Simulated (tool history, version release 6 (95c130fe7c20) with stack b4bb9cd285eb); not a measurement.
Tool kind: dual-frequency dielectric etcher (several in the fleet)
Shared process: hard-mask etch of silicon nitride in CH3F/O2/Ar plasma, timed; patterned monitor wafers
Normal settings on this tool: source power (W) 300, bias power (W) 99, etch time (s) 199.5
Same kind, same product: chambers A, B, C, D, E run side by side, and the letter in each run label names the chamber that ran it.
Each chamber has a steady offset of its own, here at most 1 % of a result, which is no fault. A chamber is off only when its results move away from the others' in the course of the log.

run   hour  source power (W)  bias power (W)  etch time (s)  read-back reference wafer on the same gauge, depth_nm  mean etch depth across the wafer (angstrom)
 1D   13.7               300              99          199.5                                                 144.88                                       1409.8
 2E   25.2               300              99          199.5                                                 145.13                                       1409.1
 3C   36.8               300              99          199.5                                                 144.97                                       1389.8
 4B   48.2               300              99          199.5                                                 145.01                                       1410.3
 5A   59.4               300              99          199.5                                                 144.93                                         1405
 6E   68.1               230              99            142                                                 144.87                                       907.93
 7B   77.3               230              99            142                                                 145.18                                       902.79
      80.9  -- chamber E: wet clean of the chamber
 8A   84.2               230              99            142                                                 145.11                                       911.51
 9C   97.4               230              99            142                                                 144.85                                       902.46
10D  109.4               230              99            142                                                 145.05                                       906.08
11B  119.7               300              99          199.5                                                 145.12                                       1408.3
     130.1  -- chamber B: wet clean of the chamber
12A  131.1               300              99          199.5                                                 144.87                                         1414
13D  144.6               300              99          199.5                                                 145.22                                         1404
14C  152.4               300              99          199.5                                                  144.9                                         1395
15E  161.7               300              99          199.5                                                 144.94                                       1412.9
16C  167.9               300              99          199.5                                                 144.88                                       1399.3
     170.2  -- chamber C: wet clean of the chamber
17E  181.1               260              81          199.5                                                  145.1                                       1241.7
18D  193.2               260              81          199.5                                                 144.91                                       1250.3
19B  202.8               260              81          199.5                                                 145.19                                       1244.1
20A  211.3               260              81          199.5                                                 144.98                                       1253.2
21C  222.5               260              81          199.5                                                 144.81                                         1301
     234.7  -- chamber B: bias power generator calibrated
22E    236               300              90          173.5                                                 145.03                                       1185.1
     243.5  -- chamber D: wet clean of the chamber
23A    249               300              90          173.5                                                  145.1                                       1188.3
24B  258.8               300              90          173.5                                                 144.98                                       1179.3
25D  266.6               300              90          173.5                                                 145.18                                         1185
26C  280.2               300              90          173.5                                                 145.04                                       1231.3
27A  288.7               300              99          199.5                                                 145.05                                       1425.1
28E  301.9               300              99          199.5                                                 144.85                                       1411.4
29B  312.9               300              99          199.5                                                 145.27                                       1397.8
30D  324.1               360              99            151                                                 145.14                                       1146.7
31C  333.8               360              99            151                                                 145.19                                       1190.4
32E  346.3               360              99            151                                                 145.26                                       1136.6
33B  357.6               360              99            151                                                 144.96                                       1149.2
34D  370.4               360              99            151                                                 145.23                                       1140.3
35A  383.3               300              99          199.5                                                 145.02                                       1415.2
36A  390.6               300              99          199.5                                                 145.13                                         1416
37E  396.8               300              99          199.5                                                 145.27                                         1410

All chambers now run identical settings, listed one chamber a line with results as question marks. What results will each chamber show?
38A  406.8               300              99          199.5                                                                                                   ?
38B  406.8               300              99          199.5                                                                                                   ?
38C  406.8               300              99          199.5                                                                                                   ?
38D  406.8               300              99          199.5                                                                                                   ?
38E  406.8               300              99          199.5                                                                                                   ?

run  mean etch depth across the wafer (angstrom)
38A                                       1416.6
38B                                       1411.8
38C                                       1457.7
38D                                       1412.5
38E                                       1418.7
